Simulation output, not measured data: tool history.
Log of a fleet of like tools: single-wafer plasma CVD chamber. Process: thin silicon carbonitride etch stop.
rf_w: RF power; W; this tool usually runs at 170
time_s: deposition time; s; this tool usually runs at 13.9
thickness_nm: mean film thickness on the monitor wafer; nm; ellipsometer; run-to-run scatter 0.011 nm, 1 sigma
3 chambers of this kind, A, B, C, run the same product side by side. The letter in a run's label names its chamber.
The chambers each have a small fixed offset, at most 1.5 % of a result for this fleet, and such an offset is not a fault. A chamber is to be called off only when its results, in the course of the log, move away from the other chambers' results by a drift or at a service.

run	hour	rf_w	time_s	read-back reference wafer on the same gauge, thickness_nm	thickness_nm
1B	8.8	170	13.9	8.9305	7.5615
2A	20.0	170	13.9	8.9342	7.4900
3C	26.2	170	13.9	8.9352	7.6352
4C	38.0	170	13.9	8.9383	7.6310
5B	44.8	170	13.9	8.9386	7.5550
6A	55.7	170	13.9	8.9412	7.4929
7A	62.0	170	13.9	8.9391	7.4953
8B	73.8	170	13.9	8.9452	7.5616
9C	83.8	150	14.7	8.9437	7.7773
10C	94.9	150	14.7	8.9494	7.7856
11A	108.1	150	14.7	8.9507	7.6427
12B	114.9	170	13.9	8.9508	7.5700
13A	127.7	170	13.9	8.9559	7.4938
14C	134.6	170	13.9	8.9549	7.6723
15B	145.4	170	13.9	8.9586	7.5823
16A	151.8	170	13.9	8.9550	7.4981
17B	161.4	170	13.9	8.9618	7.5972
18C	170.6	170	13.9	8.9591	7.6558
19C	176.9	170	13.9	8.9585	7.6611
20B	186.2	170	13.9	8.9646	7.5867
21A	196.4	170	13.9	8.9677	7.5034
22C	207.6	170	13.9	8.9701	7.6706
23A	214.6	170	13.9	8.9688	7.5058
24B	224.8	170	12.7	8.9708	6.9298
25B	236.4	170	12.7	8.9785	6.9454
26C	245.0	170	12.7	8.9754	6.9995
27A	257.5	170	13.9	8.9754	7.5312
28B	265.6	170	13.9	8.9766	7.6147
29C	273.2	170	13.9	8.9787	7.6628
30A	280.5	170	13.9	8.9839	7.5152
31B	288.6	145	12.2	8.9834	6.3546

All chambers now run identical settings, listed one chamber a line with results as question marks. What results will each chamber show?
32A	298.6	170	13.9		?
32B	298.6	170	13.9		?
32C	298.6	170	13.9		?

run	thickness_nm
32A	7.5222
32B	7.6196
32C	7.6632

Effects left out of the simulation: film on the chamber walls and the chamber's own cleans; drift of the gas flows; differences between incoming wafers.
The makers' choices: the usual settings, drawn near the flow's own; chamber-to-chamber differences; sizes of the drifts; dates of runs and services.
